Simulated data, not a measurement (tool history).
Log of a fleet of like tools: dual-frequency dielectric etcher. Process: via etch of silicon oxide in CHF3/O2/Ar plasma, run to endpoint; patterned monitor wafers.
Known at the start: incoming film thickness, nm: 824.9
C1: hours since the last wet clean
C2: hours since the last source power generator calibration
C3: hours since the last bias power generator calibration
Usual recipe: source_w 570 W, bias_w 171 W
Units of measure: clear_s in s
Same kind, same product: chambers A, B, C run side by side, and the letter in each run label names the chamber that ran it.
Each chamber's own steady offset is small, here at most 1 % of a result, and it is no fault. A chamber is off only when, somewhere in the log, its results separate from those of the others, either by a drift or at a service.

Run 1A, hour 11.9: usual settings; C1 260.6; C2 1335.1; C3 2256.7. Result: clear_s 434.03 s.
Run 2C, hour 22.3: usual settings; C1 246.4; C2 235.6; C3 3313.7. Result: clear_s 433.22 s.
Run 3B, hour 34.8: usual settings; C1 170.2; C2 1099.8; C3 3954.2. Result: clear_s 433.50 s.
Run 4B, hour 47.1: usual settings; C1 182.5; C2 1112.1; C3 3966.5. Result: clear_s 434.78 s.
Run 5C, hour 60.2: usual settings; C1 284.3; C2 273.5; C3 3351.6. Result: clear_s 432.99 s.
Run 6A, hour 72.6: usual settings but source_w 450 W, bias_w 151 W; C1 321.3; C2 1395.8; C3 2317.4. Result: clear_s 497.04 s.
Run 7B, hour 84.5: usual settings but source_w 450 W, bias_w 151 W; C1 219.9; C2 1149.5; C3 4003.9. Result: clear_s 497.04 s.
Run 8C, hour 97.2: usual settings but source_w 450 W, bias_w 151 W; C1 321.3; C2 310.5; C3 3388.6. Result: clear_s 498.68 s.
Run 9A, hour 106.5: usual settings but source_w 460 W, bias_w 186 W; C1 355.2; C2 1429.7; C3 2351.3. Result: clear_s 458.47 s.
Run 10A, hour 120.9: usual settings but source_w 460 W, bias_w 186 W; C1 369.6; C2 1444.1; C3 2365.7. Result: clear_s 461.16 s.
Run 11C, hour 135.1: usual settings but source_w 460 W, bias_w 186 W; C1 359.2; C2 348.4; C3 3426.5. Result: clear_s 454.64 s.
Run 12B, hour 149.2: usual settings but source_w 470 W, bias_w 141 W; C1 284.6; C2 1214.2; C3 4068.6. Result: clear_s 497.14 s.
Run 13B, hour 158.2: usual settings but source_w 470 W, bias_w 141 W; C1 293.6; C2 1223.2; C3 4077.6. Result: clear_s 499.46 s.
Run 14C, hour 165.3: usual settings but source_w 470 W, bias_w 141 W; C1 389.4; C2 378.6; C3 3456.7. Result: clear_s 490.53 s.
Run 15A, hour 172.1: usual settings; C1 420.8; C2 1495.3; C3 2416.9. Result: clear_s 436.78 s.
Run 16B, hour 182.9: usual settings; C1 318.3; C2 1247.9; C3 4102.3. Result: clear_s 438.12 s.
At hour 185.6: chamber A: wet clean of the chamber.
Run 17C, hour 190.6: usual settings; C1 414.7; C2 403.9; C3 3482.0. Result: clear_s 430.57 s.
Run 18A, hour 196.9: usual settings but source_w 470 W, bias_w 193 W; C1 11.4; C2 1520.1; C3 2441.7. Result: clear_s 449.90 s.
Run 19B, hour 206.1: usual settings but source_w 470 W, bias_w 193 W; C1 341.5; C2 1271.1; C3 4125.5. Result: clear_s 447.31 s.
Run 20C, hour 217.7: usual settings but source_w 470 W, bias_w 193 W; C1 441.8; C2 431.0; C3 3509.1. Result: clear_s 440.05 s.
Run 21A, hour 225.1: usual settings; C1 39.6; C2 1548.3; C3 2469.9. Result: clear_s 437.36 s.
Run 22A, hour 233.1: usual settings; C1 47.6; C2 1556.3; C3 2477.9. Result: clear_s 438.61 s.
Run 23C, hour 242.8: usual settings; C1 466.9; C2 456.1; C3 3534.2. Result: clear_s 426.12 s.
Run 24B, hour 254.3: usual settings; C1 389.7; C2 1319.3; C3 4173.7. Result: clear_s 432.82 s.
Run 25C, hour 267.7: usual settings; C1 491.8; C2 481.0; C3 3559.1. Result: clear_s 424.92 s.
At hour 277.3: chamber A: source power generator calibrated.
Run 26A, hour 278.7: usual settings; C1 93.2; C2 1.5; C3 2523.5. Result: clear_s 435.84 s.
Run 27B, hour 292.2: usual settings but source_w 520 W, bias_w 155 W; C1 427.6; C2 1357.2; C3 4211.6. Result: clear_s 465.30 s.

Decide between three cases: one chamber stands off from its peers, the gauge reading all wafers drifts, or nothing is wrong past each chamber's small offset. Where a chamber is off, say which and what most likely put it there.

Chamber C drifts away from the others.
Likeliest cause: etch rate over this chamber's usual, % = 2.74.

Here are 4 candidates for chamber C's next run, each the usual settings with a change, their results left as question marks. Which one brings its results back in line with what the others give on the usual settings?
Maximum distance from the other chambers' mean on the usual settings for a result to count as in line: clear_s 6.00 s
Run 28C-1, hour 302.4: usual settings but source_w 520 W, bias_w 159 W. Result: clear_s ?.
Run 28C-2, hour 302.4: usual settings but bias_w 187 W. Result: clear_s ?.
Run 28C-3, hour 302.4: usual settings but source_w 530 W. Result: clear_s ?.
Run 28C-4, hour 302.4: usual settings but source_w 620 W, bias_w 183 W. Result: clear_s ?.

Other chambers, usual settings, mean: clear_s 434.87 s
  run  clear_s
28C-1   447.60
28C-2   409.47
28C-3   433.83
28C-4   399.30
28C-3 is the one that brings the chamber's results back in line with the other chambers.
